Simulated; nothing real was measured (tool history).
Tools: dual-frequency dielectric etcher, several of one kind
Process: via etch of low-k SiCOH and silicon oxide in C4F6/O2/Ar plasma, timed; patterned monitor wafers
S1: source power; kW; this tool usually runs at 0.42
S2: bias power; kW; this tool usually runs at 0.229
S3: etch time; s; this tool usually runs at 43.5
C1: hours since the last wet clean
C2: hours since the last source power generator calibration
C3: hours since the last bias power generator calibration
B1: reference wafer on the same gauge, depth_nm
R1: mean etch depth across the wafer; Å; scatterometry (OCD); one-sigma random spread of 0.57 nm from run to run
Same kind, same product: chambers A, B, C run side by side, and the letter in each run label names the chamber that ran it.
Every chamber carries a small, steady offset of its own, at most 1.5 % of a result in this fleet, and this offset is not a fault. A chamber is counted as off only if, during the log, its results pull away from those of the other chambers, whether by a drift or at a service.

run	hour	S1	S2	S3	C1	C2	C3	B1	R1
1B	13.5	0.42	0.229	43.5	145.3	492.4	3609.9	142.86	1250.1
2C	24	0.42	0.229	43.5	242.6	438.2	816.8	142.98	1245.4
3A	39.6	0.42	0.229	43.5	114.5	1881.8	823	142.95	1237.7
4B	51.4	0.42	0.229	43.5	183.2	530.3	3647.8	143.06	1239.3
5C	58.5	0.42	0.229	43.5	277.1	472.7	851.3	143.05	1249
6A	68.9	0.42	0.229	43.5	143.8	1911.1	852.3	142.91	1232.8
7B	83.3	0.42	0.229	43.5	215.1	562.2	3679.7	143.01	1238.6
8C	91.9	0.42	0.229	43.5	310.5	506.1	884.7	143.09	1255.9
9A	106.2	0.42	0.279	43.5	181.1	1948.4	889.6	142.93	1318.5
10B	117.6	0.42	0.279	43.5	249.4	596.5	3714	143.06	1336
11C	131.9	0.42	0.279	43.5	350.5	546.1	924.7	143.24	1338.3
12A	140.3	0.42	0.229	43.5	215.2	1982.5	923.7	142.98	1235.6
13C	152.8	0.42	0.229	43.5	371.4	567	945.6	143.02	1250.5
14A	168.7	0.48	0.199	43.5	243.6	2010.9	952.1	143.09	1237.2
15B	178.4	0.48	0.199	43.5	310.2	657.3	3774.8	143.04	1266.3
16C	189.4	0.48	0.199	43.5	408	603.6	982.2	143.02	1258.6
17A	204.6	0.42	0.229	43.5	279.5	2046.8	988	143.13	1244.3
18B	213.3	0.42	0.229	43.5	345.1	692.2	3809.7	142.98	1251.9
19B	221	0.42	0.229	43.5	352.8	699.9	3817.4	143.19	1248.7
20A	228.1	0.42	0.229	43.5	303	2070.3	1011.5	143.14	1237.5
# hour 239: chamber B: wet clean of the chamber
21C	239.5	0.42	0.229	43.5	458.1	653.7	1032.3	143.17	1252.8
22B	247	0.42	0.229	43.5	8	725.9	3843.4	142.93	1244.5
23C	258.5	0.42	0.229	43.5	477.1	672.7	1051.3	142.88	1249.3
24A	269.6	0.42	0.229	43.5	344.5	2111.8	1053	143.09	1242.1
25C	283.8	0.42	0.229	43.5	502.4	698	1076.6	143.05	1246.1
# hour 290: chamber C: wet clean of the chamber
26A	294.5	0.5	0.229	31.5	369.4	2136.7	1077.9	142.79	950.66
27B	302	0.5	0.229	31.5	63	780.9	3898.4	143.06	965.39
28A	318.2	0.5	0.229	31.5	393.1	2160.4	1101.6	142.98	958.47
# hour 323.9: chamber B: bias power generator calibrated
29C	326.9	0.42	0.229	43.5	37	741.1	1119.7	142.98	1277.9
30B	339.8	0.42	0.229	43.5	100.8	818.7	16	142.84	1244.7
31A	355.6	0.42	0.229	43.5	430.5	2197.8	1139	143.09	1242.4
# hour 358.4: chamber A: wet clean of the chamber
32C	368.9	0.42	0.229	43.5	79	783.1	1161.7	143.11	1293.6
33B	384.8	0.42	0.229	43.5	145.8	863.7	61	142.92	1242.1
34C	396.1	0.42	0.269	55	106.2	810.3	1188.9	142.82	1716.7
35B	403.4	0.42	0.269	55	164.4	882.3	79.6	142.79	1647.3
36A	412.1	0.42	0.269	55	53.8	2254.3	1195.5	142.96	1644
37B	424.6	0.42	0.229	43.5	185.6	903.5	100.8	143.1	1246.1
38C	436.5	0.42	0.229	43.5	146.6	850.7	1229.3	143.03	1275.1
39A	447.2	0.42	0.229	43.5	88.9	2289.4	1230.6	142.99	1248.3
40A	457.4	0.42	0.229	43.5	99.1	2299.6	1240.8	143.08	1247.3

Next, every chamber runs the same settings. What will each give?
41A	469	0.42	0.265	43.5					?
41B	469	0.42	0.265	43.5					?
41C	469	0.42	0.265	43.5					?

run	R1
41A	1304.7
41B	1302.8
41C	1346.5
